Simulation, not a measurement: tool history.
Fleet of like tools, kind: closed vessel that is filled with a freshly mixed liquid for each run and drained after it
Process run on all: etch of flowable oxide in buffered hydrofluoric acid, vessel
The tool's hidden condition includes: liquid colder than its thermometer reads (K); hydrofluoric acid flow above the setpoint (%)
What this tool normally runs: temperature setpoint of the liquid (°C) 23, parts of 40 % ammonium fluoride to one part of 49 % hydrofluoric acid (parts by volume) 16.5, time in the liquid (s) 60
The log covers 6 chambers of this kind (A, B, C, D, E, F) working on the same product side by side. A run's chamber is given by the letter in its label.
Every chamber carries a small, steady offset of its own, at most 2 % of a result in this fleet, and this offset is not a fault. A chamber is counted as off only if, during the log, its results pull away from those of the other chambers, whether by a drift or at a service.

run   hour  temperature setpoint of the liquid (°C)  parts of 40 % ammonium fluoride to one part of 49 % hydrofluoric acid (parts by volume)  time in the liquid (s)  hours since the thermometer was replaced  hours since the hydrofluoric acid flow meter was replaced  read-back film thickness of the flowable oxide reference wafer, read on the same gauge (nm)  thickness taken off the flowable oxide on a monitor wafer (nm)
 1C    5.6                                       23                                                                                     16.5                      60                                    1966.2                                                     1740.1                                                                                       89.986                                                          80.486
 2E   11.7                                       23                                                                                     16.5                      60                                     661.1                                                      173.5                                                                                       89.995                                                          78.101
 3A   18.9                                       23                                                                                     16.5                      60                                     890.4                                                      144.8                                                                                       90.004                                                          77.926
 4B   24.6                                       23                                                                                     16.5                      60                                    1630.6                                                      570.2                                                                                       89.992                                                          81.816
 5D   30.5                                       23                                                                                     16.5                      60                                    2384.9                                                      273.3                                                                                       89.934                                                          79.740
 6F   37.5                                       23                                                                                     16.5                      60                                     670.4                                                      328.1                                                                                       89.986                                                          79.285
 7D   44.6                                       23                                                                                     21.0                      80                                    2399.0                                                      287.4                                                                                       90.011                                                          85.717
 8E   48.5                                       23                                                                                     21.0                      80                                     697.9                                                      210.3                                                                                       90.064                                                          84.812
 9A   54.7                                       23                                                                                     21.0                      80                                     926.2                                                      180.6                                                                                       90.011                                                          84.437
10B   60.2                                       23                                                                                     21.0                      80                                    1666.2                                                      605.8                                                                                       89.969                                                          85.747
11C   66.9                                       23                                                                                     21.0                      80                                    2027.5                                                     1801.4                                                                                       90.003                                                          83.345
12F   71.4                                       23                                                                                     21.0                      80                                     704.3                                                      362.0                                                                                       90.043                                                          84.776
13E   75.6                                       23                                                                                     16.5                      60                                     725.0                                                      237.4                                                                                       90.029                                                          79.085
14B   79.8                                       23                                                                                     16.5                      60                                    1685.8                                                      625.4                                                                                       89.994                                                          80.257
15A   83.9                                       23                                                                                     16.5                      60                                     955.4                                                      209.8                                                                                       90.013                                                          78.645
16C   87.5                                       23                                                                                     16.5                      60                                    2048.1                                                     1822.0                                                                                       89.999                                                          78.175
      89.3  -- chamber C: hydrofluoric acid flow meter replaced
17D   93.3                                       23                                                                                     16.5                      60                                    2447.7                                                      336.1                                                                                       89.984                                                          80.640
18F   96.8                                       23                                                                                     16.5                      60                                     729.7                                                      387.4                                                                                       89.977                                                          77.760
19A  102.6                                       21                                                                                     16.5                      75                                     974.1                                                      228.5                                                                                       89.991                                                          88.483
     104.4  -- chamber F: hydrofluoric acid flow meter replaced
20B  107.2                                       21                                                                                     16.5                      75                                    1713.2                                                      652.8                                                                                       90.011                                                          88.423
21C  112.7                                       21                                                                                     16.5                      75                                    2073.3                                                       23.4                                                                                       90.006                                                          86.647
22E  118.1                                       21                                                                                     16.5                      75                                     767.5                                                      279.9                                                                                       89.941                                                          87.721
23F  125.4                                       21                                                                                     16.5                      75                                     758.3                                                       21.0                                                                                       89.994                                                          88.881
24D  132.4                                       21                                                                                     16.5                      75                                    2486.8                                                      375.2                                                                                       90.010                                                          89.453
25D  138.3                                       23                                                                                     16.5                      60                                    2492.7                                                      381.1                                                                                       90.010                                                          80.425
26C  142.6                                       23                                                                                     16.5                      60                                    2103.2                                                       53.3                                                                                       89.940                                                          79.586
27F  148.6                                       23                                                                                     16.5                      60                                     781.5                                                       44.2                                                                                       89.996                                                          79.711
28B  155.6                                       23                                                                                     16.5                      60                                    1761.6                                                      701.2                                                                                       90.017                                                          79.632
29E  160.1                                       23                                                                                     16.5                      60                                     809.5                                                      321.9                                                                                       90.014                                                          78.109
30A  164.7                                       23                                                                                     16.5                      60                                    1036.2                                                      290.6                                                                                       90.059                                                          79.039
31B  168.5                                       23                                                                                     12.5                      90                                    1774.5                                                      714.1                                                                                       89.979                                                         159.470
32F  172.4                                       23                                                                                     12.5                      90                                     805.3                                                       68.0                                                                                       90.016                                                         155.110
33E  175.7                                       23                                                                                     12.5                      90                                     825.1                                                      337.5                                                                                       90.067                                                         153.860
34D  179.9                                       23                                                                                     12.5                      90                                    2534.3                                                      422.7                                                                                       90.048                                                         156.080
35A  185.3                                       23                                                                                     12.5                      90                                    1056.8                                                      311.2                                                                                       89.952                                                         155.570
36C  192.2                                       23                                                                                     12.5                      90                                    2152.8                                                      102.9                                                                                       90.004                                                         153.510
37C  198.4                                       23                                                                                     16.5                      60                                    2159.0                                                      109.1                                                                                       90.002                                                          78.767
38D  205.8                                       23                                                                                     16.5                      60                                    2560.2                                                      448.6                                                                                       90.014                                                          80.551

For the next run the whole fleet of 6 chambers uses the same settings. Give each chamber's results:
39A  211.1                                       23                                                                                     16.5                      60                                                                                                                                                                                                                                                                 ?
39B  211.1                                       23                                                                                     16.5                      60                                                                                                                                                                                                                                                                 ?
39C  211.1                                       23                                                                                     16.5                      60                                                                                                                                                                                                                                                                 ?
39D  211.1                                       23                                                                                     16.5                      60                                                                                                                                                                                                                                                                 ?
39E  211.1                                       23                                                                                     16.5                      60                                                                                                                                                                                                                                                                 ?
39F  211.1                                       23                                                                                     16.5                      60                                                                                                                                                                                                                                                                 ?

run  thickness taken off the flowable oxide on a monitor wafer (nm)
39A                                                          79.432
39B                                                          80.791
39C                                                          78.033
39D                                                          79.223
39E                                                          80.260
39F                                                          78.227
